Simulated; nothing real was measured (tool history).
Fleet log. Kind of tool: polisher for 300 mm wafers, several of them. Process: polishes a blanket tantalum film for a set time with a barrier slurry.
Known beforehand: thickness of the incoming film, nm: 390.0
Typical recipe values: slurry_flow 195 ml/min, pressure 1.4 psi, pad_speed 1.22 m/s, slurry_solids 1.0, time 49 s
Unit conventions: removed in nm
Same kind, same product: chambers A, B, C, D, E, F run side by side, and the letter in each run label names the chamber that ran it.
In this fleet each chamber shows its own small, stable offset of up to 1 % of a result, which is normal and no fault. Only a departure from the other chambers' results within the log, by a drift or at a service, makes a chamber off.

run,hour,slurry_flow,pressure,pad_speed,slurry_solids,time,wafers polished on this pad,hours since the slurry nozzle was cleaned,hours since the head pressure was calibrated,hours since the slurry blender was calibrated,removed
1C,7.0,195,1.4,1.22,1.0,49,845,200.1,422.1,232.1,81.873
# hour 10.7: chamber E: worn pad replaced by a new one
2A,17.1,195,1.4,1.22,1.0,49,511,420.9,732.9,66.2,81.907
3D,23.2,195,1.4,1.22,1.0,49,599,200.0,86.1,113.6,80.802
# hour 24.2: chamber F: slurry blender recalibrated
# hour 25.1: chamber C: slurry blender recalibrated
4B,31.8,195,1.4,1.22,1.0,49,766,80.9,329.8,145.7,81.380
5F,36.9,195,1.4,1.22,1.0,49,403,480.7,127.5,12.7,79.555
# hour 43.4: chamber A: head pressure recalibrated
6E,45.6,195,1.4,1.22,1.0,49,281,323.3,310.1,183.6,80.197
7F,51.5,195,1.4,1.22,1.0,49,520,495.3,142.1,27.3,82.081
8B,61.3,195,1.4,1.22,1.0,49,1004,110.4,359.3,175.2,79.119
9E,66.8,195,1.4,1.22,1.0,49,452,344.5,331.3,204.8,79.666
# hour 68.9: chamber C: worn pad replaced by a new one
10C,73.5,195,1.4,1.22,1.0,49,37,266.6,488.6,48.5,80.472
# hour 74.9: chamber A: slurry nozzle cleaned
11D,78.4,195,1.4,1.22,1.0,49,1044,255.2,141.3,168.8,80.436
# hour 81.9: chamber B: worn pad replaced by a new one
12A,84.9,195,1.4,1.22,1.0,49,1058,10.1,41.6,134.0,81.382
13F,92.5,195,1.4,1.22,1.0,49,851,536.3,183.1,68.3,79.998
# hour 97.1: chamber D: worn pad replaced by a new one
14C,99.6,195,1.4,1.22,0.9,35,247,292.7,514.7,74.6,56.556
# hour 101.0: chamber F: slurry nozzle cleaned
# hour 101.7: chamber E: slurry blender recalibrated
15E,108.1,195,1.4,1.22,0.9,35,785,385.8,372.6,6.5,54.481
# hour 111.1: chamber F: worn pad replaced by a new one
16B,117.0,195,1.4,1.22,0.9,35,283,166.1,415.0,230.9,55.316
# hour 119.9: chamber E: worn pad replaced by a new one
# hour 121.7: chamber A: worn pad replaced by a new one
17D,125.5,195,1.4,1.22,0.9,35,229,302.3,188.4,215.9,55.260
18A,134.0,195,1.4,1.22,0.9,35,99,59.2,90.7,183.1,56.758
19A,142.7,195,1.4,1.22,0.9,35,169,67.9,99.4,191.8,55.431
20E,150.4,195,1.4,1.22,1.0,49,246,428.1,414.9,48.8,77.235
# hour 151.5: chamber B: slurry blender recalibrated
21F,160.5,195,1.4,1.22,1.0,49,398,59.6,251.1,136.3,81.780
22C,169.1,195,1.4,1.22,1.0,49,807,362.2,584.2,144.1,79.345
# hour 172.8: chamber E: head pressure recalibrated
# hour 173.5: chamber B: slurry nozzle cleaned
23D,175.5,155,1.4,1.22,1.0,54,632,352.3,238.4,265.9,85.408
24B,184.9,155,1.4,1.22,1.0,54,831,11.4,482.9,33.5,86.821
# hour 190.4: chamber F: slurry blender recalibrated
25C,190.5,155,1.4,1.22,1.0,54,980,383.6,605.6,165.5,83.910
# hour 195.4: chamber B: worn pad replaced by a new one
26A,199.7,155,1.4,1.22,1.0,54,629,124.9,156.4,248.8,87.969
27E,205.2,155,1.4,1.22,1.0,54,688,482.9,32.4,103.6,86.061
28B,213.8,155,1.4,1.22,1.0,54,148,40.3,511.8,62.4,84.619
# hour 214.4: chamber C: worn pad replaced by a new one
29D,224.0,195,1.4,1.22,1.0,49,1023,400.8,286.9,314.4,80.668
30F,228.9,195,1.4,1.22,1.0,56,950,128.0,319.5,38.6,92.654
# hour 231.1: chamber E: worn pad replaced by a new one
31F,234.8,195,1.4,1.22,1.0,56,997,133.9,325.4,44.5,92.730
32B,239.6,195,1.4,1.22,1.0,56,356,66.1,537.6,88.2,91.177
# hour 242.9: chamber D: slurry nozzle cleaned
# hour 243.9: chamber D: worn pad replaced by a new one
33D,247.1,195,1.4,1.22,1.0,56,26,4.2,310.0,337.5,91.632
# hour 250.3: chamber D: slurry blender recalibrated
34E,252.1,195,1.4,1.22,1.0,56,169,529.8,79.3,150.5,92.530
# hour 252.2: chamber C: slurry blender recalibrated
35A,257.2,195,1.4,1.22,1.0,56,1092,182.4,213.9,306.3,93.456
36C,263.3,195,1.4,1.22,1.0,49,394,456.4,678.4,11.2,81.330
37B,271.4,195,1.4,1.22,1.0,49,613,97.9,569.4,120.0,79.647
38D,281.6,195,1.4,1.22,1.0,49,304,38.7,344.5,31.4,78.966
39C,291.3,195,1.4,1.22,1.0,49,620,484.4,706.4,39.2,79.425

What goes on in this fleet: one chamber off, a drifting gauge, or nothing beyond the chambers' own small offsets? Name the chamber and the cause, if any.

All chambers stay in line apart from their small fixed offsets, and the gauge does not drift.

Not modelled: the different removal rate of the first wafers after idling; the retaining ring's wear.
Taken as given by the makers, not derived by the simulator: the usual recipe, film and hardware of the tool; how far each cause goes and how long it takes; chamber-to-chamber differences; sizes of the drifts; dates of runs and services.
